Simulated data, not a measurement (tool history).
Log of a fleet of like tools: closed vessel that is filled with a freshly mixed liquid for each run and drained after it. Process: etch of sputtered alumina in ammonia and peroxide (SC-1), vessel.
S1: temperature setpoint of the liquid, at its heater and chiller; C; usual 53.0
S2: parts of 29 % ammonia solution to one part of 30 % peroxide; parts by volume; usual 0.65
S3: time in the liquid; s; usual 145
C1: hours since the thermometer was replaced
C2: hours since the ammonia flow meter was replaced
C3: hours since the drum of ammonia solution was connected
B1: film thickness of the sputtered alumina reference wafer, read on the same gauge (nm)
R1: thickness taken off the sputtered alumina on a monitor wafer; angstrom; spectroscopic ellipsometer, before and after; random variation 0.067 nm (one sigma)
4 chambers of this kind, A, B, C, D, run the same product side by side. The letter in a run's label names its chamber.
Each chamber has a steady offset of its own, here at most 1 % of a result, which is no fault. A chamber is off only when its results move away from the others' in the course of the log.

run 1D day=0.492 | S1=53.0 S2=0.65 S3=145 | C1=408.4 C2=528.6 C3=336.9 | B1=59.995 | R1=68.235
run 2C day=0.975 | S1=53.0 S2=0.65 S3=145 | C1=1209.0 C2=26.1 C3=83.2 | B1=60.015 | R1=67.768
run 3B day=1.554 | S1=53.0 S2=0.65 S3=145 | C1=441.5 C2=526.9 C3=691.3 | B1=60.021 | R1=67.615
run 4A day=1.879 | S1=53.0 S2=0.65 S3=145 | C1=1431.9 C2=159.8 C3=393.6 | B1=60.008 | R1=67.829
-- day=2.129 chamber D: new drum of ammonia solution connected
run 5B day=2.196 | S1=53.0 S2=0.65 S3=145 | C1=456.9 C2=542.3 C3=706.7 | B1=59.969 | R1=67.770
run 6D day=2.650 | S1=53.0 S2=0.65 S3=145 | C1=460.2 C2=580.4 C3=12.5 | B1=59.999 | R1=68.074
run 7C day=3.012 | S1=53.0 S2=0.65 S3=145 | C1=1257.9 C2=75.0 C3=132.1 | B1=60.018 | R1=67.407
run 8A day=3.617 | S1=59.5 S2=0.65 S3=100 | C1=1473.6 C2=201.5 C3=435.3 | B1=59.966 | R1=66.771
-- day=3.967 chamber A: thermometer replaced
run 9D day=3.992 | S1=59.5 S2=0.65 S3=100 | C1=492.4 C2=612.6 C3=44.7 | B1=60.000 | R1=65.034
run 10B day=4.458 | S1=59.5 S2=0.65 S3=100 | C1=511.2 C2=596.6 C3=761.0 | B1=59.996 | R1=65.168
run 11C day=4.754 | S1=59.5 S2=0.65 S3=100 | C1=1299.7 C2=116.8 C3=173.9 | B1=60.006 | R1=64.720
run 12A day=5.058 | S1=53.0 S2=0.65 S3=145 | C1=26.3 C2=236.1 C3=469.9 | B1=59.995 | R1=67.922
-- day=5.204 chamber B: new drum of ammonia solution connected
run 13A day=5.342 | S1=53.0 S2=0.65 S3=145 | C1=33.1 C2=242.9 C3=476.7 | B1=59.997 | R1=69.534
run 14C day=5.879 | S1=48.0 S2=0.65 S3=170 | C1=1326.7 C2=143.8 C3=200.9 | B1=60.013 | R1=61.808
run 15B day=6.179 | S1=48.0 S2=0.65 S3=170 | C1=552.5 C2=637.9 C3=23.4 | B1=60.000 | R1=61.402
run 16D day=6.679 | S1=48.0 S2=0.65 S3=170 | C1=556.9 C2=677.1 C3=109.2 | B1=60.020 | R1=60.255
-- day=7.017 chamber D: ammonia flow meter replaced
run 17B day=7.125 | S1=48.0 S2=0.65 S3=170 | C1=575.2 C2=660.6 C3=46.1 | B1=60.045 | R1=61.359
run 18D day=7.721 | S1=53.0 S2=0.65 S3=145 | C1=581.9 C2=17.0 C3=134.2 | B1=60.009 | R1=67.204
run 19A day=8.217 | S1=53.0 S2=0.65 S3=145 | C1=102.1 C2=311.9 C3=545.7 | B1=60.015 | R1=69.375
run 20C day=8.554 | S1=53.0 S2=0.65 S3=145 | C1=1390.9 C2=208.0 C3=265.1 | B1=59.977 | R1=67.462
run 21B day=9.033 | S1=53.0 S2=0.65 S3=145 | C1=621.0 C2=706.4 C3=91.9 | B1=60.041 | R1=67.850
run 22A day=9.471 | S1=53.0 S2=0.65 S3=145 | C1=132.2 C2=342.0 C3=575.8 | B1=60.042 | R1=68.763
run 23C day=9.942 | S1=53.0 S2=0.65 S3=145 | C1=1424.2 C2=241.3 C3=298.4 | B1=59.994 | R1=67.684
run 24D day=10.388 | S1=53.0 S2=0.65 S3=145 | C1=645.9 C2=81.0 C3=198.2 | B1=60.026 | R1=67.969
run 25A day=10.958 | S1=53.0 S2=0.65 S3=145 | C1=167.9 C2=377.7 C3=611.5 | B1=59.966 | R1=68.766
run 26D day=11.312 | S1=53.0 S2=0.65 S3=145 | C1=668.1 C2=103.2 C3=220.4 | B1=59.974 | R1=67.646
run 27B day=11.838 | S1=53.0 S2=0.65 S3=145 | C1=688.3 C2=773.7 C3=159.2 | B1=60.015 | R1=68.361
run 28C day=12.271 | S1=53.0 S2=0.65 S3=145 | C1=1480.1 C2=297.2 C3=354.3 | B1=60.035 | R1=67.001
run 29A day=12.583 | S1=53.0 S2=0.65 S3=145 | C1=206.9 C2=416.7 C3=650.5 | B1=59.979 | R1=68.673
run 30D day=13.004 | S1=53.0 S2=0.85 S3=145 | C1=708.7 C2=143.8 C3=261.0 | B1=59.969 | R1=69.251
run 31B day=13.521 | S1=53.0 S2=0.85 S3=145 | C1=728.7 C2=814.1 C3=199.6 | B1=60.010 | R1=70.694
run 32C day=14.058 | S1=53.0 S2=0.85 S3=145 | C1=1523.0 C2=340.1 C3=397.2 | B1=59.979 | R1=68.414
run 33B day=14.658 | S1=53.0 S2=0.85 S3=145 | C1=756.0 C2=841.4 C3=226.9 | B1=60.021 | R1=69.050

Next, every chamber runs the same settings. What will each give?
run 34A day=15.092 | S1=53.0 S2=0.50 S3=145 | R1=?
run 34B day=15.092 | S1=53.0 S2=0.50 S3=145 | R1=?
run 34C day=15.092 | S1=53.0 S2=0.50 S3=145 | R1=?
run 34D day=15.092 | S1=53.0 S2=0.50 S3=145 | R1=?

run=34A R1=68.240
run=34B R1=65.753
run=34C R1=66.401
run=34D R1=66.566
